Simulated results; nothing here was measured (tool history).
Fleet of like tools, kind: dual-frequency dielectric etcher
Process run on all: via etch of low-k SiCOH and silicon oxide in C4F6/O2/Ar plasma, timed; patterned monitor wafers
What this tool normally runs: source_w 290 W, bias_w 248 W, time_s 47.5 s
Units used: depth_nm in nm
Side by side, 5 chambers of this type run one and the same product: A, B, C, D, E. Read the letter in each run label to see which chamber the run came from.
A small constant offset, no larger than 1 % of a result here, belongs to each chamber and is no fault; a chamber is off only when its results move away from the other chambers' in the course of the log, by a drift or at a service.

run,hour,source_w,bias_w,time_s,"read-back reference wafer on the same gauge, depth_nm",depth_nm
1D,7.3,290,248,47.5,100.97,110.770
2E,20.3,290,248,47.5,100.98,111.880
3A,29.7,290,248,47.5,101.02,110.120
4B,36.7,290,248,47.5,101.01,110.600
# hour 44.3: chamber B: source power generator calibrated
5C,45.1,290,248,47.5,100.94,110.530
6A,57.6,290,248,47.5,100.99,111.220
7B,69.6,340,248,47.5,100.96,117.220
8D,75.9,340,248,47.5,101.02,117.950
9E,84.5,340,248,47.5,101.08,117.550
10C,97.9,340,248,47.5,100.99,117.620
11A,105.4,340,248,47.5,101.02,118.140
12E,117.5,290,271,35.5,100.93,85.337
13B,125.4,290,271,35.5,100.96,84.413
14D,139.4,290,271,35.5,101.05,84.438
15C,153.1,290,271,35.5,100.94,84.440
# hour 163.7: chamber B: wet clean of the chamber
16E,163.8,290,271,35.5,101.06,85.986
17B,175.9,290,248,47.5,101.12,109.900
18C,186.5,290,248,47.5,100.96,109.450
19D,198.7,290,248,47.5,101.11,109.740
20A,212.5,290,248,47.5,101.03,110.940
21A,220.9,290,248,47.5,100.96,111.830
22C,227.3,290,248,47.5,101.00,109.480
23E,241.3,290,248,47.5,100.93,111.950
24D,248.9,290,248,47.5,100.85,110.150
25B,258.7,290,248,47.5,100.83,111.010
26C,270.8,290,248,47.5,101.10,109.670
27B,277.8,290,248,47.5,100.99,110.660
28A,292.1,290,248,47.5,101.09,110.580
# hour 296.5: chamber D: wet clean of the chamber
29E,300.5,290,248,47.5,100.99,110.700
30D,307.2,290,248,47.5,100.86,110.150
31D,320.5,290,248,47.5,101.04,110.130
32E,330.8,290,248,47.5,100.95,110.570
# hour 331.2: chamber D: source power generator calibrated
33A,341.1,290,248,47.5,101.05,111.920
34C,353.1,290,248,47.5,100.97,107.830
35B,362.0,290,248,47.5,101.02,110.720
36D,369.1,290,248,47.5,100.96,110.380
# hour 380.1: chamber A: wet clean of the chamber
37A,380.5,290,248,47.5,101.03,110.190
38E,389.2,290,248,47.5,100.92,111.800
39B,397.1,290,248,47.5,101.07,110.620
40C,410.1,290,248,47.5,101.09,107.020

Which is it: a chamber that has drifted or been left off by a service, a gauge drift common to all chambers, or only each chamber's usual small offset? If a chamber is off, name it and its likeliest cause.

Little by little, chamber C moves away from the other chambers.
What lies behind it: etch rate under this chamber's usual, % = 3.67.

Chamber C could run next with any of the 4 candidate recipes listed below; each alters the usual settings, and their results appear as question marks. Which one brings its results back in line with what the other chambers deliver on the usual settings?
Counts as in line when no further than this from what the other chambers average on the usual settings: depth_nm 1.700 nm
41C-1,420.4,290,246,46.0,,?
41C-2,420.4,290,248,49.0,,?
41C-3,420.4,290,248,44.5,,?
41C-4,420.4,290,252,50.5,,?

Mean of the other chambers on the usual settings: depth_nm 110.720 nm
run,depth_nm
41C-1,103.500
41C-2,110.560
41C-3,100.400
41C-4,114.560
The answer is 41C-2, which returns the chamber to within the allowed miss of the others.
